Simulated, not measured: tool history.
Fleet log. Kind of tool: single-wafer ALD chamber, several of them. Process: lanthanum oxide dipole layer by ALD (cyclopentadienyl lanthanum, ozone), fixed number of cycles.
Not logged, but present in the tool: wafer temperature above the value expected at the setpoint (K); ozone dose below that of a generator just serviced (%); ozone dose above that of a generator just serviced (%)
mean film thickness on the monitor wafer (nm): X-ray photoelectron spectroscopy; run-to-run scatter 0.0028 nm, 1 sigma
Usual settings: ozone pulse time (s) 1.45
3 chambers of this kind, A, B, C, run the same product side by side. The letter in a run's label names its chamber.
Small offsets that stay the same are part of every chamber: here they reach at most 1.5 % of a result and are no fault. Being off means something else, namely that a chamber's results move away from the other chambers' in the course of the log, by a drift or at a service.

run   hour  ozone pulse time (s)  hours since the last thermocouple change  hours since the last ozone generator service  read-back reference wafer on the same gauge, thickness_nm  mean film thickness on the monitor wafer (nm)
 1B    3.3                  1.45                                     143.8                                         335.8                                                    0.62060                                        0.54665
 2C    5.7                  1.45                                    1577.8                                         608.3                                                    0.62052                                        0.54743
 3A    8.8                  1.45                                    1083.6                                         241.1                                                    0.62176                                        0.55399
 4B   12.8                  1.45                                     153.3                                         345.3                                                    0.62089                                        0.54962
 5C   16.4                  1.45                                    1588.5                                         619.0                                                    0.62108                                        0.54348
 6A   18.7                  1.84                                    1093.5                                         251.0                                                    0.62095                                        0.56479
 7A   23.4                  1.84                                    1098.2                                         255.7                                                    0.62140                                        0.56630
 8C   27.8                  1.84                                    1599.9                                         630.4                                                    0.62086                                        0.56166
 9B   31.0                  1.25                                     171.5                                         363.5                                                    0.62138                                        0.53134
10C   34.3                  1.25                                    1606.4                                         636.9                                                    0.62027                                        0.52663
11B   38.3                  1.25                                     178.8                                         370.8                                                    0.62108                                        0.53395
12A   41.0                  1.45                                    1115.8                                         273.3                                                    0.62099                                        0.55134
13C   43.5                  1.86                                    1615.6                                         646.1                                                    0.62056                                        0.56819
14B   47.5                  1.86                                     188.0                                         380.0                                                    0.62060                                        0.56767
15A   50.2                  1.86                                    1125.0                                         282.5                                                    0.62075                                        0.57387
16C   52.5                  1.45                                    1624.6                                         655.1                                                    0.62085                                        0.54824
17B   55.0                  1.45                                     195.5                                         387.5                                                    0.62146                                        0.54669
18A   59.8                  1.45                                    1134.6                                         292.1                                                    0.62090                                        0.55238
19C   62.9                  1.45                                    1635.0                                         665.5                                                    0.62071                                        0.54974
20A   67.4                  1.45                                    1142.2                                         299.7                                                    0.62131                                        0.55333
21B   72.0                  1.45                                     212.5                                         404.5                                                    0.62109                                        0.54129
22B   75.4                  1.45                                     215.9                                         407.9                                                    0.62081                                        0.54238
23A   78.0                  1.45                                    1152.8                                         310.3                                                    0.62123                                        0.55126
24C   82.6                  1.45                                    1654.7                                         685.2                                                    0.62126                                        0.54919
25C   85.3                  1.45                                    1657.4                                         687.9                                                    0.62092                                        0.54700
26A   88.9                  1.45                                    1163.7                                         321.2                                                    0.62063                                        0.55703
27B   93.2                  1.45                                     233.7                                         425.7                                                    0.62108                                        0.53504
28A   95.7                  1.45                                    1170.5                                         328.0                                                    0.62052                                        0.54854
29C   99.3                  1.45                                    1671.4                                         701.9                                                    0.62178                                        0.54346
30B  102.4                  1.45                                     242.9                                         434.9                                                    0.62028                                        0.53369
31B  106.8                  1.45                                     247.3                                         439.3                                                    0.62061                                        0.53132
32A  111.5                  1.20                                    1186.3                                         343.8                                                    0.62060                                        0.53028
33C  115.1                  1.20                                    1687.2                                         717.7                                                    0.62122                                        0.52840
34C  119.7                  1.20                                    1691.8                                         722.3                                                    0.62024                                        0.52703
35A  122.8                  1.45                                    1197.6                                         355.1                                                    0.62129                                        0.55736
36B  126.2                  1.45                                     266.7                                         458.7                                                    0.62150                                        0.52653
37A  129.0                  1.45                                    1203.8                                         361.3                                                    0.62127                                        0.54873
38B  131.5                  1.45                                     272.0                                         464.0                                                    0.62093                                        0.52232
39C  134.1                  1.45                                    1706.2                                         736.7                                                    0.62084                                        0.54609
40A  138.6                  1.45                                    1213.4                                         370.9                                                    0.62095                                        0.55147

All 3 chambers run these settings next. Forecast each chamber's results:
41A  142.0                  1.26                                                                                                                                                                                                 ?
41B  142.0                  1.26                                                                                                                                                                                                 ?
41C  142.0                  1.26                                                                                                                                                                                                 ?

run  mean film thickness on the monitor wafer (nm)
41A                                        0.53583
41B                                        0.49593
41C                                        0.53379
